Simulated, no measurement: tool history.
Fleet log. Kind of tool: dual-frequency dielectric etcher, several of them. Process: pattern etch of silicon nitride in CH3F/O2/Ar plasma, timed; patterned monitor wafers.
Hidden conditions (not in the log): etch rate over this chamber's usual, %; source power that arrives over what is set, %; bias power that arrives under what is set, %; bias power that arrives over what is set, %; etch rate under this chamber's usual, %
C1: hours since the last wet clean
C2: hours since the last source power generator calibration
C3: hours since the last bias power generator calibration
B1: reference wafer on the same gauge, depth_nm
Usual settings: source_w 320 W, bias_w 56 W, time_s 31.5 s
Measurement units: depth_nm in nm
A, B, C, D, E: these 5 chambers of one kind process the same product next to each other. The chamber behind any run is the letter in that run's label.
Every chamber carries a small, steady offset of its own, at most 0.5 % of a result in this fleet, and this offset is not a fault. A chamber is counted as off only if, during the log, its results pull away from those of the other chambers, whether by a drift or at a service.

At hour 4.3: chamber D: wet clean of the chamber.
Run 1E, hour 11.8: usual settings; C1 487.5; C2 860.4; C3 1742.6; B1 15.091. Result: depth_nm 18.599 nm.
At hour 13.7: chamber D: bias power generator calibrated.
Run 2B, hour 25.4: usual settings; C1 291.7; C2 747.4; C3 1603.9; B1 15.093. Result: depth_nm 18.569 nm.
Run 3D, hour 34.3: usual settings; C1 30.1; C2 324.0; C3 20.7; B1 15.092. Result: depth_nm 18.507 nm.
Run 4A, hour 46.1: usual settings; C1 186.5; C2 2990.3; C3 612.3; B1 15.091. Result: depth_nm 18.664 nm.
Run 5C, hour 53.2: usual settings; C1 381.0; C2 2379.2; C3 1104.1; B1 15.087. Result: depth_nm 18.694 nm.
Run 6B, hour 66.1: usual settings; C1 332.4; C2 788.1; C3 1644.6; B1 15.084. Result: depth_nm 18.525 nm.
Run 7D, hour 79.6: usual settings but bias_w 64 W; C1 75.4; C2 369.3; C3 66.0; B1 15.079. Result: depth_nm 19.323 nm.
At hour 84.2: chamber C: wet clean of the chamber.
Run 8C, hour 93.6: usual settings but bias_w 64 W; C1 9.4; C2 2419.6; C3 1144.5; B1 15.078. Result: depth_nm 19.540 nm.
Run 9A, hour 100.9: usual settings but bias_w 64 W; C1 241.3; C2 3045.1; C3 667.1; B1 15.075. Result: depth_nm 19.471 nm.
Run 10E, hour 108.7: usual settings but bias_w 64 W; C1 584.4; C2 957.3; C3 1839.5; B1 15.077. Result: depth_nm 19.406 nm.
At hour 113.8: chamber E: wet clean of the chamber.
Run 11D, hour 116.5: usual settings but bias_w 64 W; C1 112.3; C2 406.2; C3 102.9; B1 15.073. Result: depth_nm 19.295 nm.
Run 12B, hour 127.4: usual settings; C1 393.7; C2 849.4; C3 1705.9; B1 15.070. Result: depth_nm 18.512 nm.
Run 13C, hour 140.0: usual settings but bias_w 47 W; C1 55.8; C2 2466.0; C3 1190.9; B1 15.074. Result: depth_nm 17.689 nm.
Run 14E, hour 149.7: usual settings but bias_w 47 W; C1 36.0; C2 998.3; C3 1880.5; B1 15.071. Result: depth_nm 17.549 nm.
Run 15A, hour 160.1: usual settings but bias_w 47 W; C1 300.5; C2 3104.3; C3 726.3; B1 15.065. Result: depth_nm 17.622 nm.
Run 16E, hour 167.2: usual settings but bias_w 47 W; C1 53.5; C2 1015.8; C3 1898.0; B1 15.063. Result: depth_nm 17.564 nm.
Run 17B, hour 181.7: usual settings but bias_w 47 W; C1 448.0; C2 903.7; C3 1760.2; B1 15.056. Result: depth_nm 17.519 nm.
Run 18C, hour 189.8: usual settings; C1 105.6; C2 2515.8; C3 1240.7; B1 15.051. Result: depth_nm 18.694 nm.
Run 19A, hour 202.4: usual settings; C1 342.8; C2 3146.6; C3 768.6; B1 15.056. Result: depth_nm 18.618 nm.
Run 20D, hour 212.2: usual settings; C1 208.0; C2 501.9; C3 198.6; B1 15.048. Result: depth_nm 18.418 nm.
Run 21A, hour 219.1: usual settings; C1 359.5; C2 3163.3; C3 785.3; B1 15.052. Result: depth_nm 18.634 nm.
Run 22B, hour 229.4: usual settings but time_s 34.5 s; C1 495.7; C2 951.4; C3 1807.9; B1 15.047. Result: depth_nm 20.254 nm.
At hour 230.6: chamber E: bias power generator calibrated.
At hour 234.4: chamber B: wet clean of the chamber.
Run 23D, hour 239.9: usual settings but time_s 34.5 s; C1 235.7; C2 529.6; C3 226.3; B1 15.045. Result: depth_nm 20.205 nm.
Run 24E, hour 247.6: usual settings but time_s 34.5 s; C1 133.9; C2 1096.2; C3 17.1; B1 15.042. Result: depth_nm 20.322 nm.
Run 25C, hour 258.9: usual settings but time_s 34.5 s; C1 174.7; C2 2584.9; C3 1309.8; B1 15.044. Result: depth_nm 20.446 nm.
Run 26E, hour 267.7: usual settings but time_s 34.5 s; C1 154.0; C2 1116.3; C3 37.2; B1 15.035. Result: depth_nm 20.316 nm.
Run 27B, hour 282.0: usual settings but bias_w 51 W, time_s 28.0 s; C1 47.7; C2 1004.0; C3 1860.5; B1 15.036. Result: depth_nm 15.916 nm.
Run 28C, hour 294.0: usual settings but bias_w 51 W, time_s 28.0 s; C1 209.8; C2 2620.0; C3 1344.9; B1 15.039. Result: depth_nm 16.089 nm.
Run 29D, hour 304.7: usual settings but bias_w 51 W, time_s 28.0 s; C1 300.5; C2 594.4; C3 291.1; B1 15.033. Result: depth_nm 15.899 nm.
Run 30A, hour 311.7: usual settings but bias_w 51 W, time_s 28.0 s; C1 452.1; C2 3255.9; C3 877.9; B1 15.031. Result: depth_nm 16.024 nm.

One chamber off, gauge drift, or nothing amiss beyond the chambers' own small offsets? If it is a chamber, which one, and what is the likeliest cause?

No chamber is off; the gauge reading every chamber's wafers drifts, which makes the whole fleet appear to move together.
What lies behind it: gauge reads low (%) = 0.482.

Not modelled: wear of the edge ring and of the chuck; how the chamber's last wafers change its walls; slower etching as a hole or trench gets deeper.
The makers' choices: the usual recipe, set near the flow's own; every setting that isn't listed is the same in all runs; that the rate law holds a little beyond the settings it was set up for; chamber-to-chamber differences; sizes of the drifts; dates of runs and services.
